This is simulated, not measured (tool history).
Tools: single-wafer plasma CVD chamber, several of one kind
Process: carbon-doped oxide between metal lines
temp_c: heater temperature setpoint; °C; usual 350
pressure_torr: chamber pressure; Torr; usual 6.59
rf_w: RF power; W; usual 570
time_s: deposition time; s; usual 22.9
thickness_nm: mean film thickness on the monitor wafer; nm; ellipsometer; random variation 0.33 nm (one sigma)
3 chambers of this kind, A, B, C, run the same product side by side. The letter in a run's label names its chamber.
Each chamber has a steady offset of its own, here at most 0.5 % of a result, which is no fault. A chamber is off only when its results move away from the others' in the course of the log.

run	hour	temp_c	pressure_torr	rf_w	time_s	read-back reference wafer on the same gauge, thickness_nm	thickness_nm
1B	8.3	350	6.59	570	22.9	132.93	131.35
2A	17.4	350	6.59	570	22.9	133.04	131.57
3C	22.6	350	6.59	570	22.9	132.95	130.69
4B	28.9	350	6.59	570	22.9	133.03	131.57
5A	34.0	350	6.59	570	22.9	132.91	131.86
6C	44.6	350	6.59	570	22.9	132.97	130.78
7C	52.9	350	6.59	570	21.1	133.02	120.31
8A	58.5	350	6.59	570	21.1	132.97	121.36
9B	67.1	350	6.59	570	21.1	132.97	120.95
10B	72.8	350	6.59	570	22.9	132.91	132.05
11A	82.9	350	6.59	570	22.9	133.01	132.15
12C	88.5	350	6.59	570	22.9	132.99	131.17
13A	96.6	350	6.59	570	22.9	132.90	131.25
14C	104.4	350	6.59	570	22.9	133.01	130.95
15B	114.1	350	6.59	570	22.9	133.05	130.87
16A	124.6	350	6.59	570	22.9	133.00	131.52
17C	132.7	350	6.59	570	22.9	132.97	129.89
18B	143.7	350	6.59	570	22.9	133.02	131.04
19B	149.4	350	6.59	570	22.9	133.08	130.68
20C	157.4	350	6.59	570	22.9	132.99	130.49
21A	168.6	350	6.59	570	22.9	132.98	131.88
22B	175.3	350	6.59	570	22.9	133.02	131.25
23A	183.3	350	6.59	570	22.9	133.13	130.94
# hour 185.7: chamber B: RF generator calibrated
24C	194.0	350	6.59	570	22.9	132.99	129.90
25B	204.4	350	5.43	570	22.9	133.05	128.39
26A	211.0	350	5.43	570	22.9	132.93	129.25
27C	221.4	350	5.43	570	22.9	133.11	126.64

Is one chamber off against the others, does the gauge drift, or is nothing wrong? If a chamber is off, say which, and what the likeliest cause is.

Chamber C drifts away from the others.
Cause: delivered RF power below the setpoint (%) = 2.38.
The log may not tell that from: wafer temperature above the value expected at the setpoint (K).

Here are 4 candidates for chamber C's next run, each the usual settings with a change, their results left as question marks. Which one brings its results back in line with what the others give on the usual settings?
In line means no further than this from the other chambers' mean on the usual settings: thickness_nm 1.20 nm
28C-1	229.7	356	6.59	570	22.9		?
28C-2	229.7	350	6.59	580	23.5		?
28C-3	229.7	350	6.61	570	23.3		?
28C-4	229.7	351	6.56	570	22.1		?

The other chambers' mean on the usual settings: thickness_nm 131.52 nm
run	thickness_nm
28C-1	127.22
28C-2	134.07
28C-3	131.56
28C-4	124.49
28C-3 brings the chamber back in line.
